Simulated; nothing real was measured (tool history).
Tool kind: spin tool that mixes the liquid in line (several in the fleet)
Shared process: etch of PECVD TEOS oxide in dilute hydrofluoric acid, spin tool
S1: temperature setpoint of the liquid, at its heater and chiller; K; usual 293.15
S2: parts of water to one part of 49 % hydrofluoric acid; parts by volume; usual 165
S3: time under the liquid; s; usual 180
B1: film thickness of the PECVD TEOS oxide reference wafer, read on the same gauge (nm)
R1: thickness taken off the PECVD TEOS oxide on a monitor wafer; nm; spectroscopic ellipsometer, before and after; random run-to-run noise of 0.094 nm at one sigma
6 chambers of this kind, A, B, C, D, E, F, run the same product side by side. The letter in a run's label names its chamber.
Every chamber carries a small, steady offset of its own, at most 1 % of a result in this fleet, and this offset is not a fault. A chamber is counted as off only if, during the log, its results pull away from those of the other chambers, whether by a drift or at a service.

{"run": "1C", "hour": 10.3, "S1": 293.15, "S2": 165, "S3": 180, "B1": 89.977, "R1": 18.833}
{"run": "2F", "hour": 21.4, "S1": 293.15, "S2": 165, "S3": 180, "B1": 90.002, "R1": 18.79}
{"run": "3E", "hour": 31.2, "S1": 293.15, "S2": 165, "S3": 180, "B1": 89.987, "R1": 18.832}
{"hour": 32.1, "done": "chamber A: hydrofluoric acid flow meter replaced"}
{"run": "4A", "hour": 36.5, "S1": 293.15, "S2": 165, "S3": 180, "B1": 89.995, "R1": 19.047}
{"run": "5B", "hour": 42.0, "S1": 293.15, "S2": 165, "S3": 180, "B1": 89.994, "R1": 18.809}
{"run": "6D", "hour": 52.9, "S1": 293.15, "S2": 165, "S3": 180, "B1": 89.981, "R1": 18.843}
{"run": "7C", "hour": 60.9, "S1": 293.15, "S2": 165, "S3": 180, "B1": 90.003, "R1": 18.847}
{"run": "8B", "hour": 67.0, "S1": 293.15, "S2": 165, "S3": 180, "B1": 90.015, "R1": 18.88}
{"run": "9A", "hour": 77.3, "S1": 293.15, "S2": 165, "S3": 180, "B1": 90.002, "R1": 19.212}
{"run": "10D", "hour": 83.4, "S1": 293.15, "S2": 165, "S3": 180, "B1": 89.987, "R1": 18.995}
{"run": "11E", "hour": 92.3, "S1": 295.65, "S2": 165, "S3": 250, "B1": 89.979, "R1": 28.82}
{"run": "12F", "hour": 103.7, "S1": 295.65, "S2": 165, "S3": 250, "B1": 89.998, "R1": 28.568}
{"run": "13B", "hour": 115.4, "S1": 295.65, "S2": 165, "S3": 250, "B1": 89.974, "R1": 29.0}
{"run": "14E", "hour": 121.7, "S1": 295.65, "S2": 165, "S3": 250, "B1": 90.022, "R1": 29.025}
{"run": "15D", "hour": 132.0, "S1": 295.65, "S2": 165, "S3": 250, "B1": 90.026, "R1": 29.071}
{"run": "16C", "hour": 137.6, "S1": 295.65, "S2": 165, "S3": 250, "B1": 89.986, "R1": 29.044}
{"run": "17F", "hour": 146.7, "S1": 293.15, "S2": 165, "S3": 180, "B1": 89.997, "R1": 18.754}
{"run": "18A", "hour": 156.8, "S1": 293.15, "S2": 165, "S3": 180, "B1": 90.017, "R1": 19.57}
{"hour": 161.1, "done": "chamber C: hydrofluoric acid flow meter replaced"}
{"run": "19D", "hour": 163.8, "S1": 293.15, "S2": 165, "S3": 180, "B1": 90.029, "R1": 19.037}
{"run": "20E", "hour": 173.1, "S1": 293.15, "S2": 165, "S3": 180, "B1": 89.991, "R1": 19.083}
{"run": "21F", "hour": 179.0, "S1": 293.15, "S2": 165, "S3": 180, "B1": 90.018, "R1": 18.807}
{"run": "22B", "hour": 187.3, "S1": 293.15, "S2": 165, "S3": 180, "B1": 89.987, "R1": 18.829}
{"run": "23C", "hour": 193.7, "S1": 293.15, "S2": 165, "S3": 180, "B1": 90.034, "R1": 18.848}
{"run": "24A", "hour": 200.3, "S1": 293.15, "S2": 165, "S3": 180, "B1": 90.001, "R1": 19.53}
{"run": "25A", "hour": 207.8, "S1": 293.15, "S2": 165, "S3": 180, "B1": 89.995, "R1": 19.549}
{"run": "26B", "hour": 214.5, "S1": 293.15, "S2": 165, "S3": 180, "B1": 89.954, "R1": 18.888}
{"run": "27C", "hour": 225.6, "S1": 293.15, "S2": 165, "S3": 180, "B1": 89.988, "R1": 19.13}
{"run": "28F", "hour": 235.2, "S1": 293.15, "S2": 165, "S3": 180, "B1": 90.039, "R1": 18.747}
{"hour": 235.3, "done": "chamber D: thermometer replaced"}
{"run": "29E", "hour": 240.7, "S1": 293.15, "S2": 165, "S3": 180, "B1": 90.005, "R1": 19.041}
{"run": "30D", "hour": 247.9, "S1": 293.15, "S2": 165, "S3": 180, "B1": 90.004, "R1": 18.891}
{"run": "31E", "hour": 257.4, "S1": 293.15, "S2": 165, "S3": 180, "B1": 90.006, "R1": 18.934}
{"run": "32C", "hour": 265.5, "S1": 293.15, "S2": 165, "S3": 180, "B1": 89.992, "R1": 18.79}
{"run": "33B", "hour": 276.6, "S1": 293.15, "S2": 165, "S3": 180, "B1": 90.026, "R1": 18.918}
{"run": "34A", "hour": 283.7, "S1": 293.15, "S2": 165, "S3": 180, "B1": 89.991, "R1": 19.732}
{"run": "35D", "hour": 295.5, "S1": 293.15, "S2": 165, "S3": 180, "B1": 89.994, "R1": 18.861}
{"run": "36F", "hour": 301.9, "S1": 293.15, "S2": 165, "S3": 180, "B1": 89.996, "R1": 18.845}
{"run": "37C", "hour": 313.3, "S1": 293.15, "S2": 165, "S3": 180, "B1": 90.013, "R1": 18.888}
{"run": "38E", "hour": 318.5, "S1": 293.15, "S2": 165, "S3": 180, "B1": 90.003, "R1": 19.049}
{"run": "39F", "hour": 325.3, "S1": 293.15, "S2": 165, "S3": 180, "B1": 90.024, "R1": 18.746}
{"run": "40D", "hour": 333.4, "S1": 293.15, "S2": 165, "S3": 180, "B1": 89.99, "R1": 18.945}
{"run": "41B", "hour": 339.8, "S1": 293.15, "S2": 165, "S3": 180, "B1": 90.01, "R1": 18.922}
{"run": "42A", "hour": 345.4, "S1": 293.15, "S2": 165, "S3": 180, "B1": 90.016, "R1": 20.017}
{"run": "43E", "hour": 350.9, "S1": 293.15, "S2": 165, "S3": 180, "B1": 90.004, "R1": 18.814}
{"run": "44B", "hour": 360.3, "S1": 293.15, "S2": 165, "S3": 180, "B1": 89.997, "R1": 18.9}

The same settings go to every chamber for the next run, one line per chamber below. Forecast the results for each:
{"run": "45A", "hour": 368.7, "S1": 293.15, "S2": 165, "S3": 180, "R1": "?"}
{"run": "45B", "hour": 368.7, "S1": 293.15, "S2": 165, "S3": 180, "R1": "?"}
{"run": "45C", "hour": 368.7, "S1": 293.15, "S2": 165, "S3": 180, "R1": "?"}
{"run": "45D", "hour": 368.7, "S1": 293.15, "S2": 165, "S3": 180, "R1": "?"}
{"run": "45E", "hour": 368.7, "S1": 293.15, "S2": 165, "S3": 180, "R1": "?"}
{"run": "45F", "hour": 368.7, "S1": 293.15, "S2": 165, "S3": 180, "R1": "?"}

run=45A R1=19.991
run=45B R1=18.762
run=45C R1=19.018
run=45D R1=18.823
run=45E R1=19.045
run=45F R1=18.756

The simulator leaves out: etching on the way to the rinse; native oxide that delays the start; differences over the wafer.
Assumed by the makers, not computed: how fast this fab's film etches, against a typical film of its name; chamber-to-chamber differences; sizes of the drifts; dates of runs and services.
